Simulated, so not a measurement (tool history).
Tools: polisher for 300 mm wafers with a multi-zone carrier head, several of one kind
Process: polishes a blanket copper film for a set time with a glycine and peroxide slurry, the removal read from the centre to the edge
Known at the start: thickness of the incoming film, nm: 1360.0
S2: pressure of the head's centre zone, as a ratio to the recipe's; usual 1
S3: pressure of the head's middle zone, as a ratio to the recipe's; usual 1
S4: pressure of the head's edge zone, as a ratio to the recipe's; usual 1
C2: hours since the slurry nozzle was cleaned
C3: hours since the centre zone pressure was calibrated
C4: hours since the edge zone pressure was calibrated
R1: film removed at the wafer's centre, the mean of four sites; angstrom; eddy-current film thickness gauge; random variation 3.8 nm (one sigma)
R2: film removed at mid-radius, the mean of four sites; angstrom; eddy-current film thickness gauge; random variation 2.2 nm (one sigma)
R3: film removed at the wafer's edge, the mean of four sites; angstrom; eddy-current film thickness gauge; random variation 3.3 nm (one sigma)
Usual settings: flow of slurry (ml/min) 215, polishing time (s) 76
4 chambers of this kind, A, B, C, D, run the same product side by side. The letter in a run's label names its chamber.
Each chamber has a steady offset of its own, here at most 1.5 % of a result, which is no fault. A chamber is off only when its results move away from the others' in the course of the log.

{"run": "1A", "hour": 6.8, "flow of slurry (ml/min)": 215, "S2": 1, "S3": 1, "S4": 1, "polishing time (s)": 76, "wafers polished on this pad": 802, "C2": 517.4, "C3": 418.7, "C4": 711.3, "R1": 2528.8, "R2": 2540, "R3": 2573.7}
{"run": "2C", "hour": 14.8, "flow of slurry (ml/min)": 215, "S2": 1, "S3": 1, "S4": 1, "polishing time (s)": 76, "wafers polished on this pad": 731, "C2": 136.4, "C3": 627.8, "C4": 58.9, "R1": 2566.6, "R2": 2583.2, "R3": 2537.2}
{"hour": 28.3, "done": "chamber B: worn pad replaced by a new one"}
{"run": "3D", "hour": 29.4, "flow of slurry (ml/min)": 215, "S2": 1, "S3": 1, "S4": 1, "polishing time (s)": 76, "wafers polished on this pad": 389, "C2": 561.4, "C3": 222.7, "C4": 231.3, "R1": 2441.9, "R2": 2544.3, "R3": 2559.9}
{"hour": 30.1, "done": "chamber A: edge zone pressure recalibrated"}
{"run": "4B", "hour": 38.0, "flow of slurry (ml/min)": 215, "S2": 1, "S3": 1, "S4": 1, "polishing time (s)": 76, "wafers polished on this pad": 82, "C2": 442.7, "C3": 1385.8, "C4": 281.9, "R1": 2579.6, "R2": 2543.3, "R3": 2556.1}
{"hour": 43.7, "done": "chamber A: worn pad replaced by a new one"}
{"run": "5A", "hour": 53.1, "flow of slurry (ml/min)": 215, "S2": 1, "S3": 1, "S4": 1, "polishing time (s)": 76, "wafers polished on this pad": 79, "C2": 563.7, "C3": 465, "C4": 23, "R1": 2565.5, "R2": 2538.2, "R3": 2466.7}
{"run": "6B", "hour": 60.1, "flow of slurry (ml/min)": 215, "S2": 1, "S3": 1, "S4": 1, "polishing time (s)": 76, "wafers polished on this pad": 268, "C2": 464.8, "C3": 1407.9, "C4": 304, "R1": 2641.3, "R2": 2547.5, "R3": 2552.2}
{"hour": 62.3, "done": "chamber C: worn pad replaced by a new one"}
{"hour": 68.6, "done": "chamber D: worn pad replaced by a new one"}
{"run": "7D", "hour": 72.3, "flow of slurry (ml/min)": 215, "S2": 1, "S3": 1, "S4": 1, "polishing time (s)": 76, "wafers polished on this pad": 31, "C2": 604.3, "C3": 265.6, "C4": 274.2, "R1": 2579.7, "R2": 2543.9, "R3": 2524.1}
{"run": "8C", "hour": 85.7, "flow of slurry (ml/min)": 215, "S2": 1, "S3": 1, "S4": 1, "polishing time (s)": 76, "wafers polished on this pad": 197, "C2": 207.3, "C3": 698.7, "C4": 129.8, "R1": 2586.7, "R2": 2582, "R3": 2530.6}
{"run": "9A", "hour": 96.4, "flow of slurry (ml/min)": 215, "S2": 1, "S3": 1, "S4": 1, "polishing time (s)": 76, "wafers polished on this pad": 444, "C2": 607, "C3": 508.3, "C4": 66.3, "R1": 2572.9, "R2": 2511.3, "R3": 2617.7}
{"hour": 105.1, "done": "chamber B: centre zone pressure recalibrated"}
{"hour": 110.2, "done": "chamber B: worn pad replaced by a new one"}
{"run": "10C", "hour": 111.8, "flow of slurry (ml/min)": 215, "S2": 1, "S3": 1, "S4": 1, "polishing time (s)": 76, "wafers polished on this pad": 417, "C2": 233.4, "C3": 724.8, "C4": 155.9, "R1": 2530, "R2": 2555, "R3": 2527.7}
{"run": "11D", "hour": 126.6, "flow of slurry (ml/min)": 215, "S2": 1, "S3": 1, "S4": 1, "polishing time (s)": 76, "wafers polished on this pad": 489, "C2": 658.6, "C3": 319.9, "C4": 328.5, "R1": 2444.2, "R2": 2554.6, "R3": 2508.7}
{"run": "12B", "hour": 134.6, "flow of slurry (ml/min)": 215, "S2": 1, "S3": 1, "S4": 1, "polishing time (s)": 76, "wafers polished on this pad": 206, "C2": 539.3, "C3": 29.6, "C4": 378.5, "R1": 2549, "R2": 2585.3, "R3": 2527.2}
{"run": "13D", "hour": 146.4, "flow of slurry (ml/min)": 215, "S2": 1, "S3": 1, "S4": 1, "polishing time (s)": 76, "wafers polished on this pad": 656, "C2": 678.4, "C3": 339.7, "C4": 348.3, "R1": 2491.5, "R2": 2497.6, "R3": 2488.6}
{"run": "14B", "hour": 153.2, "flow of slurry (ml/min)": 215, "S2": 1, "S3": 1, "S4": 1, "polishing time (s)": 76, "wafers polished on this pad": 363, "C2": 557.9, "C3": 48.2, "C4": 397.1, "R1": 2578.3, "R2": 2563.5, "R3": 2472.5}
{"hour": 159.2, "done": "chamber D: slurry nozzle cleaned"}
{"hour": 159.3, "done": "chamber A: slurry nozzle cleaned"}
{"run": "15A", "hour": 161.4, "flow of slurry (ml/min)": 250, "S2": 1, "S3": 1, "S4": 1, "polishing time (s)": 62, "wafers polished on this pad": 992, "C2": 2.1, "C3": 573.3, "C4": 131.3, "R1": 2136.8, "R2": 2086.4, "R3": 2115.6}
{"run": "16C", "hour": 169.6, "flow of slurry (ml/min)": 250, "S2": 1, "S3": 1, "S4": 1, "polishing time (s)": 62, "wafers polished on this pad": 905, "C2": 291.2, "C3": 782.6, "C4": 213.7, "R1": 2077.2, "R2": 2135.9, "R3": 2052.3}
{"hour": 175.3, "done": "chamber B: slurry nozzle cleaned"}
{"hour": 177.6, "done": "chamber D: worn pad replaced by a new one"}
{"run": "17B", "hour": 181.4, "flow of slurry (ml/min)": 250, "S2": 1, "S3": 1, "S4": 1, "polishing time (s)": 62, "wafers polished on this pad": 600, "C2": 6.2, "C3": 76.4, "C4": 425.3, "R1": 2127.1, "R2": 2123.5, "R3": 2067.9}
{"hour": 188.3, "done": "chamber B: worn pad replaced by a new one"}
{"hour": 190.2, "done": "chamber A: worn pad replaced by a new one"}
{"run": "18C", "hour": 195.6, "flow of slurry (ml/min)": 250, "S2": 1, "S3": 1, "S4": 1, "polishing time (s)": 62, "wafers polished on this pad": 1124, "C2": 317.2, "C3": 808.6, "C4": 239.7, "R1": 2155.9, "R2": 2122, "R3": 2136}
{"hour": 200.3, "done": "chamber C: worn pad replaced by a new one"}
{"run": "19A", "hour": 210.1, "flow of slurry (ml/min)": 215, "S2": 1, "S3": 1, "S4": 1, "polishing time (s)": 76, "wafers polished on this pad": 167, "C2": 50.8, "C3": 622, "C4": 180, "R1": 2595.4, "R2": 2539.5, "R3": 2548.2}
{"run": "20D", "hour": 224.8, "flow of slurry (ml/min)": 215, "S2": 1, "S3": 1, "S4": 1, "polishing time (s)": 76, "wafers polished on this pad": 397, "C2": 65.7, "C3": 418.1, "C4": 426.7, "R1": 2532.7, "R2": 2506.4, "R3": 2617.4}
{"run": "21D", "hour": 237.6, "flow of slurry (ml/min)": 215, "S2": 1, "S3": 1, "S4": 1, "polishing time (s)": 76, "wafers polished on this pad": 505, "C2": 78.5, "C3": 430.9, "C4": 439.5, "R1": 2501.6, "R2": 2543.9, "R3": 2550.3}
{"run": "22B", "hour": 248.7, "flow of slurry (ml/min)": 215, "S2": 1, "S3": 1, "S4": 1, "polishing time (s)": 76, "wafers polished on this pad": 509, "C2": 73.5, "C3": 143.7, "C4": 492.6, "R1": 2572.4, "R2": 2590.1, "R3": 2540.7}
{"hour": 259.2, "done": "chamber B: worn pad replaced by a new one"}
{"run": "23A", "hour": 263.8, "flow of slurry (ml/min)": 215, "S2": 1, "S3": 1, "S4": 1, "polishing time (s)": 76, "wafers polished on this pad": 620, "C2": 104.5, "C3": 675.7, "C4": 233.7, "R1": 2588.9, "R2": 2528.7, "R3": 2563.9}
{"hour": 264.5, "done": "chamber D: worn pad replaced by a new one"}
{"run": "24C", "hour": 274.7, "flow of slurry (ml/min)": 215, "S2": 1, "S3": 1, "S4": 1, "polishing time (s)": 76, "wafers polished on this pad": 627, "C2": 396.3, "C3": 887.7, "C4": 318.8, "R1": 2415.9, "R2": 2457.9, "R3": 2529.3}
{"run": "25A", "hour": 282.9, "flow of slurry (ml/min)": 215, "S2": 1, "S3": 1, "S4": 1, "polishing time (s)": 76, "wafers polished on this pad": 781, "C2": 123.6, "C3": 694.8, "C4": 252.8, "R1": 2539.4, "R2": 2555.7, "R3": 2539}
{"run": "26B", "hour": 297.3, "flow of slurry (ml/min)": 215, "S2": 1, "S3": 1, "S4": 1, "polishing time (s)": 76, "wafers polished on this pad": 321, "C2": 122.1, "C3": 192.3, "C4": 541.2, "R1": 2588, "R2": 2541.2, "R3": 2567.5}
{"run": "27D", "hour": 312.6, "flow of slurry (ml/min)": 215, "S2": 1, "S3": 1, "S4": 1, "polishing time (s)": 76, "wafers polished on this pad": 405, "C2": 153.5, "C3": 505.9, "C4": 514.5, "R1": 2514.7, "R2": 2552.2, "R3": 2586.6}
{"hour": 313.8, "done": "chamber A: worn pad replaced by a new one"}
{"hour": 317.1, "done": "chamber C: worn pad replaced by a new one"}
{"run": "28C", "hour": 323.8, "flow of slurry (ml/min)": 215, "S2": 1, "S3": 1, "S4": 1, "polishing time (s)": 76, "wafers polished on this pad": 56, "C2": 445.4, "C3": 936.8, "C4": 367.9, "R1": 2356.5, "R2": 2484.3, "R3": 2422.6}
{"run": "29D", "hour": 334.6, "flow of slurry (ml/min)": 215, "S2": 1, "S3": 1, "S4": 1, "polishing time (s)": 76, "wafers polished on this pad": 591, "C2": 175.5, "C3": 527.9, "C4": 536.5, "R1": 2549.4, "R2": 2512.7, "R3": 2545.2}
{"hour": 341.1, "done": "chamber B: worn pad replaced by a new one"}
{"run": "30C", "hour": 349.5, "flow of slurry (ml/min)": 215, "S2": 1, "S3": 1, "S4": 1, "polishing time (s)": 76, "wafers polished on this pad": 273, "C2": 471.1, "C3": 962.5, "C4": 393.6, "R1": 2407, "R2": 2414.2, "R3": 2460.8}
{"run": "31A", "hour": 356.9, "flow of slurry (ml/min)": 215, "S2": 1, "S3": 1, "S4": 1, "polishing time (s)": 76, "wafers polished on this pad": 363, "C2": 197.6, "C3": 768.8, "C4": 326.8, "R1": 2581.9, "R2": 2528.1, "R3": 2565.8}
{"run": "32B", "hour": 370.6, "flow of slurry (ml/min)": 215, "S2": 1, "S3": 1, "S4": 1, "polishing time (s)": 76, "wafers polished on this pad": 249, "C2": 195.4, "C3": 265.6, "C4": 614.5, "R1": 2607, "R2": 2548.6, "R3": 2611.4}
{"run": "33B", "hour": 384.3, "flow of slurry (ml/min)": 215, "S2": 1, "S3": 1, "S4": 1, "polishing time (s)": 76, "wafers polished on this pad": 364, "C2": 209.1, "C3": 279.3, "C4": 628.2, "R1": 2573.7, "R2": 2539.9, "R3": 2541.5}

All 4 chambers run these settings next. Forecast each chamber's results:
{"run": "34A", "hour": 395.3, "flow of slurry (ml/min)": 215, "S2": 1, "S3": 1, "S4": 1, "polishing time (s)": 76, "R1": "?", "R2": "?", "R3": "?"}
{"run": "34B", "hour": 395.3, "flow of slurry (ml/min)": 215, "S2": 1, "S3": 1, "S4": 1, "polishing time (s)": 76, "R1": "?", "R2": "?", "R3": "?"}
{"run": "34C", "hour": 395.3, "flow of slurry (ml/min)": 215, "S2": 1, "S3": 1, "S4": 1, "polishing time (s)": 76, "R1": "?", "R2": "?", "R3": "?"}
{"run": "34D", "hour": 395.3, "flow of slurry (ml/min)": 215, "S2": 1, "S3": 1, "S4": 1, "polishing time (s)": 76, "R1": "?", "R2": "?", "R3": "?"}

run=34A R1=2583.3 R2=2516.2 R3=2571.7
run=34B R1=2588.1 R2=2568.1 R3=2559.5
run=34C R1=2339.6 R2=2384.4 R3=2380.4
run=34D R1=2537 R2=2532 R3=2556.5
